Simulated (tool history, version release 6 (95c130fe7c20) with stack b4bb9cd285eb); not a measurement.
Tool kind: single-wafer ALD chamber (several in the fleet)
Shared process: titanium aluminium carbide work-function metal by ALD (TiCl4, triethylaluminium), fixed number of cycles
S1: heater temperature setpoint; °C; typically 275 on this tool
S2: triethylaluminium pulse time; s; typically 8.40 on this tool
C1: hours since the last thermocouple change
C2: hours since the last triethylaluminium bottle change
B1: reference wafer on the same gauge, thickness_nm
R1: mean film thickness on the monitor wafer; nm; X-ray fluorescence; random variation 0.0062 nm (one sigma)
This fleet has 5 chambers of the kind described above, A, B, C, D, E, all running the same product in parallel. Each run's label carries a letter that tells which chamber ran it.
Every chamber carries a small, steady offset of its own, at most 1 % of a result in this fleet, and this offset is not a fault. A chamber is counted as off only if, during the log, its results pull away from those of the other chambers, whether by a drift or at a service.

{"run": "1B", "day": 0.329, "S1": 275, "S2": 8.4, "C1": 1152.6, "C2": 684.5, "B1": 2.0018, "R1": 1.7301}
{"run": "2E", "day": 0.7, "S1": 275, "S2": 8.4, "C1": 1594.4, "C2": 668.1, "B1": 2.001, "R1": 1.7543}
{"day": 0.879, "done": "chamber A: triethylaluminium bottle replaced"}
{"run": "3D", "day": 1.012, "S1": 275, "S2": 8.4, "C1": 618.5, "C2": 329.4, "B1": 1.9999, "R1": 1.7481}
{"run": "4A", "day": 1.417, "S1": 275, "S2": 8.4, "C1": 1267.7, "C2": 13.0, "B1": 2.0012, "R1": 1.751}
{"run": "5C", "day": 1.7, "S1": 283, "S2": 6.18, "C1": 309.5, "C2": 756.4, "B1": 1.9987, "R1": 1.7015}
{"run": "6D", "day": 1.962, "S1": 283, "S2": 6.18, "C1": 641.3, "C2": 352.2, "B1": 1.9999, "R1": 1.6883}
{"run": "7E", "day": 2.45, "S1": 283, "S2": 6.18, "C1": 1636.4, "C2": 710.1, "B1": 2.0009, "R1": 1.7194}
{"run": "8A", "day": 2.912, "S1": 283, "S2": 6.18, "C1": 1303.6, "C2": 48.9, "B1": 1.9995, "R1": 1.6942}
{"run": "9C", "day": 3.229, "S1": 283, "S2": 6.18, "C1": 346.2, "C2": 793.1, "B1": 2.0009, "R1": 1.7033}
{"run": "10B", "day": 3.521, "S1": 275, "S2": 8.4, "C1": 1229.2, "C2": 761.1, "B1": 1.9991, "R1": 1.729}
{"run": "11D", "day": 4.012, "S1": 266, "S2": 10.69, "C1": 690.5, "C2": 401.4, "B1": 2.0024, "R1": 1.7274}
{"run": "12E", "day": 4.454, "S1": 266, "S2": 10.69, "C1": 1684.5, "C2": 758.2, "B1": 1.9998, "R1": 1.737}
{"run": "13A", "day": 4.762, "S1": 266, "S2": 10.69, "C1": 1348.0, "C2": 93.3, "B1": 1.9995, "R1": 1.7342}
{"run": "14C", "day": 5.238, "S1": 266, "S2": 10.69, "C1": 394.4, "C2": 841.3, "B1": 1.9998, "R1": 1.7365}
{"run": "15B", "day": 5.633, "S1": 266, "S2": 10.69, "C1": 1279.9, "C2": 811.8, "B1": 2.0007, "R1": 1.7112}
{"run": "16A", "day": 6.129, "S1": 275, "S2": 8.4, "C1": 1380.8, "C2": 126.1, "B1": 2.0006, "R1": 1.7491}
{"run": "17D", "day": 6.629, "S1": 275, "S2": 8.4, "C1": 753.3, "C2": 464.2, "B1": 2.0003, "R1": 1.7461}
{"run": "18C", "day": 7.083, "S1": 275, "S2": 9.5, "C1": 438.7, "C2": 885.6, "B1": 2.001, "R1": 1.7879}
{"run": "19B", "day": 7.542, "S1": 275, "S2": 9.5, "C1": 1325.7, "C2": 857.6, "B1": 1.9995, "R1": 1.7636}
{"run": "20E", "day": 7.95, "S1": 275, "S2": 9.5, "C1": 1768.4, "C2": 842.1, "B1": 2.0005, "R1": 1.792}
{"run": "21B", "day": 8.2, "S1": 275, "S2": 9.5, "C1": 1341.5, "C2": 873.4, "B1": 1.9974, "R1": 1.7568}
{"run": "22C", "day": 8.721, "S1": 275, "S2": 9.5, "C1": 478.0, "C2": 924.9, "B1": 2.0007, "R1": 1.7793}
{"day": 8.971, "done": "chamber C: triethylaluminium bottle replaced"}
{"run": "23D", "day": 9.029, "S1": 275, "S2": 8.4, "C1": 810.9, "C2": 521.8, "B1": 2.0017, "R1": 1.7476}
{"run": "24A", "day": 9.408, "S1": 275, "S2": 8.4, "C1": 1459.5, "C2": 204.8, "B1": 1.9992, "R1": 1.759}
{"run": "25E", "day": 9.862, "S1": 275, "S2": 8.4, "C1": 1814.3, "C2": 888.0, "B1": 2.0002, "R1": 1.7501}
{"run": "26E", "day": 10.275, "S1": 275, "S2": 8.4, "C1": 1824.2, "C2": 897.9, "B1": 2.0, "R1": 1.7573}
{"run": "27B", "day": 10.742, "S1": 264, "S2": 7.08, "C1": 1402.5, "C2": 934.4, "B1": 2.0003, "R1": 1.5568}
{"run": "28C", "day": 11.212, "S1": 264, "S2": 7.08, "C1": 537.8, "C2": 53.9, "B1": 2.0009, "R1": 1.6088}
{"run": "29A", "day": 11.588, "S1": 264, "S2": 7.08, "C1": 1511.8, "C2": 257.1, "B1": 2.0008, "R1": 1.6057}
{"run": "30D", "day": 12.017, "S1": 264, "S2": 7.08, "C1": 882.6, "C2": 593.5, "B1": 2.0021, "R1": 1.596}
{"run": "31E", "day": 12.342, "S1": 264, "S2": 7.08, "C1": 1873.8, "C2": 947.5, "B1": 2.0012, "R1": 1.6013}
{"run": "32D", "day": 12.683, "S1": 275, "S2": 8.4, "C1": 898.6, "C2": 609.5, "B1": 1.9985, "R1": 1.7525}
{"run": "33B", "day": 13.079, "S1": 275, "S2": 8.4, "C1": 1458.6, "C2": 990.5, "B1": 1.9991, "R1": 1.702}
{"run": "34A", "day": 13.592, "S1": 286, "S2": 6.88, "C1": 1559.9, "C2": 305.2, "B1": 2.0001, "R1": 1.7598}
{"run": "35C", "day": 13.925, "S1": 286, "S2": 6.88, "C1": 602.9, "C2": 119.0, "B1": 2.0001, "R1": 1.7668}
{"day": 14.125, "done": "chamber B: thermocouple changed; heater temperature recalibrated"}
{"run": "36E", "day": 14.229, "S1": 286, "S2": 6.88, "C1": 1919.1, "C2": 992.8, "B1": 1.9984, "R1": 1.7704}
{"run": "37D", "day": 14.629, "S1": 286, "S2": 6.88, "C1": 945.3, "C2": 656.2, "B1": 1.9997, "R1": 1.7779}
{"run": "38B", "day": 15.025, "S1": 286, "S2": 6.88, "C1": 21.7, "C2": 1037.2, "B1": 2.0024, "R1": 1.705}
{"run": "39C", "day": 15.458, "S1": 275, "S2": 8.4, "C1": 639.7, "C2": 155.8, "B1": 1.9997, "R1": 1.7481}
{"run": "40A", "day": 15.692, "S1": 275, "S2": 8.4, "C1": 1610.3, "C2": 355.6, "B1": 1.9998, "R1": 1.7469}
{"day": 15.9, "done": "chamber A: thermocouple changed; heater temperature recalibrated"}
{"run": "41B", "day": 16.171, "S1": 275, "S2": 8.4, "C1": 49.2, "C2": 1064.7, "B1": 1.9987, "R1": 1.6891}
{"run": "42A", "day": 16.412, "S1": 275, "S2": 8.4, "C1": 12.4, "C2": 372.9, "B1": 2.0013, "R1": 1.7514}
{"run": "43C", "day": 16.788, "S1": 265, "S2": 8.4, "C1": 671.6, "C2": 187.7, "B1": 2.0018, "R1": 1.6631}

All chambers now run identical settings, listed one chamber a line with results as question marks. What results will each chamber show?
{"run": "44A", "day": 17.167, "S1": 275, "S2": 8.4, "R1": "?"}
{"run": "44B", "day": 17.167, "S1": 275, "S2": 8.4, "R1": "?"}
{"run": "44C", "day": 17.167, "S1": 275, "S2": 8.4, "R1": "?"}
{"run": "44D", "day": 17.167, "S1": 275, "S2": 8.4, "R1": "?"}
{"run": "44E", "day": 17.167, "S1": 275, "S2": 8.4, "R1": "?"}

run=44A R1=1.7462
run=44B R1=1.6720
run=44C R1=1.7454
run=44D R1=1.7481
run=44E R1=1.7476

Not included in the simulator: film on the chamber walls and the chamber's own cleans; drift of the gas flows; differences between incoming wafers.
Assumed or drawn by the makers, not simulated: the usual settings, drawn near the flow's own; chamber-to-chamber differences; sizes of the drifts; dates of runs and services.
